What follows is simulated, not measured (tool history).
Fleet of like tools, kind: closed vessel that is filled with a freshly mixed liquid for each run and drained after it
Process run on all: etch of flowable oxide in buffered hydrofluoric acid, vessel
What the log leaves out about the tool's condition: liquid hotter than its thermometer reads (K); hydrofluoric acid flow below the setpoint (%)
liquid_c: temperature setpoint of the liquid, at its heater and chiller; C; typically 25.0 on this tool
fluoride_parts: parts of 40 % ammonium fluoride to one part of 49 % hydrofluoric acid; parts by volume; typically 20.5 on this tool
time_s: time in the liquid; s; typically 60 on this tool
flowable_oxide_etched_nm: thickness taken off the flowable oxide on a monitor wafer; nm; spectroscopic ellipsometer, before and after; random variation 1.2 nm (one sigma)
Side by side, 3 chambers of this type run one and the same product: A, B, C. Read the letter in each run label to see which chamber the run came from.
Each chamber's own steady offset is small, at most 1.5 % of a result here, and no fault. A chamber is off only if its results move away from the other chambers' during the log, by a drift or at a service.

| run | day | liquid_c | fluoride_parts | time_s | hours since the thermometer was replaced | hours since the hydrofluoric acid flow meter was replaced | read-back film thickness of the flowable oxide reference wafer, read on the same gauge (nm) | flowable_oxide_etched_nm |
|---|---|---|---|---|---|---|---|---|
| 1B | 0.596 | 25.0 | 20.5 | 60 | 712.5 | 222.2 | 50.010 | 116.32 |
| 2A | 0.929 | 25.0 | 20.5 | 60 | 33.3 | 255.5 | 50.002 | 117.05 |
| 3C | 1.317 | 25.0 | 20.5 | 60 | 1036.3 | 326.3 | 50.031 | 117.54 |
| 4B | 1.892 | 25.0 | 20.5 | 60 | 743.6 | 253.3 | 49.985 | 117.60 |
| 5A | 2.350 | 25.0 | 20.5 | 60 | 67.4 | 289.6 | 49.999 | 117.60 |
| 6C | 2.875 | 25.0 | 20.5 | 60 | 1073.7 | 363.7 | 50.039 | 116.56 |
| 7B | 3.150 | 25.0 | 20.5 | 60 | 773.8 | 283.5 | 49.948 | 118.26 |
| 8C | 3.692 | 27.0 | 20.5 | 70 | 1093.3 | 383.3 | 49.982 | 151.23 |
| 9A | 4.158 | 27.0 | 20.5 | 70 | 110.8 | 333.0 | 50.005 | 155.04 |
| 10B | 4.696 | 27.0 | 20.5 | 70 | 810.9 | 320.6 | 49.987 | 154.21 |
| 11A | 5.033 | 25.0 | 20.5 | 60 | 131.8 | 354.0 | 50.020 | 117.49 |
| 12C | 5.433 | 25.0 | 20.5 | 60 | 1135.1 | 425.1 | 49.977 | 119.30 |
| 13C | 5.792 | 22.5 | 20.5 | 60 | 1143.7 | 433.7 | 49.979 | 102.14 |
| 14A | 6.271 | 22.5 | 20.5 | 60 | 161.5 | 383.7 | 50.029 | 102.03 |
| 15B | 6.546 | 22.5 | 20.5 | 60 | 855.3 | 365.0 | 50.009 | 104.32 |
| 16A | 6.925 | 25.0 | 20.5 | 60 | 177.2 | 399.4 | 50.011 | 118.00 |
| 17C | 7.429 | 25.0 | 13.5 | 60 | 1183.0 | 473.0 | 50.027 | 184.15 |
| 18B | 7.733 | 25.0 | 13.5 | 60 | 883.8 | 393.5 | 49.979 | 176.13 |
| 19A | 8.021 | 25.0 | 13.5 | 60 | 203.5 | 425.7 | 49.991 | 178.63 |
| 20B | 8.500 | 25.0 | 20.5 | 60 | 902.2 | 411.9 | 50.008 | 118.05 |
| 21C | 9.029 | 25.0 | 20.5 | 60 | 1221.4 | 511.4 | 50.043 | 128.25 |
| 22B | 9.567 | 25.0 | 20.5 | 60 | 927.8 | 437.5 | 49.965 | 118.85 |
| 23A | 10.108 | 25.0 | 20.5 | 60 | 253.6 | 475.8 | 49.991 | 118.58 |
| 24C | 10.533 | 25.0 | 24.5 | 60 | 1257.5 | 547.5 | 49.992 | 113.61 |
| 25B | 10.962 | 25.0 | 24.5 | 60 | 961.3 | 471.0 | 49.990 | 105.51 |
| 26C | 11.529 | 25.0 | 24.5 | 60 | 1281.4 | 571.4 | 49.970 | 116.38 |

One chamber off, gauge drift, or nothing amiss beyond the chambers' own small offsets? If it is a chamber, which one, and what is the likeliest cause?

Little by little, chamber C moves away from the other chambers.
Likeliest cause: liquid hotter than its thermometer reads (K) = 2.2.
Not necessarily distinguishable in this log from: hydrofluoric acid flow above the setpoint (%).

Chamber C could run next with any of the 4 candidate recipes listed below; each alters the usual settings, and their results appear as question marks. Which one brings its results back in line with what the other chambers deliver on the usual settings?
Maximum distance from the other chambers' mean on the usual settings for a result to count as in line: flowable_oxide_etched_nm 4.10 nm
| 27C-1 | 11.958 | 25.5 | 20.0 | 65 |  |  |  | ? |
| 27C-2 | 11.958 | 25.0 | 27.5 | 60 |  |  |  | ? |
| 27C-3 | 11.958 | 23.0 | 20.5 | 60 |  |  |  | ? |
| 27C-4 | 11.958 | 26.5 | 18.0 | 60 |  |  |  | ? |

Usual-settings mean across the other chambers: flowable_oxide_etched_nm 118.21 nm
| run | flowable_oxide_etched_nm |
|---|---|
| 27C-1 | 148.36 |
| 27C-2 | 107.53 |
| 27C-3 | 117.95 |
| 27C-4 | 159.65 |
With 27C-3, the chamber falls back in line with the rest.
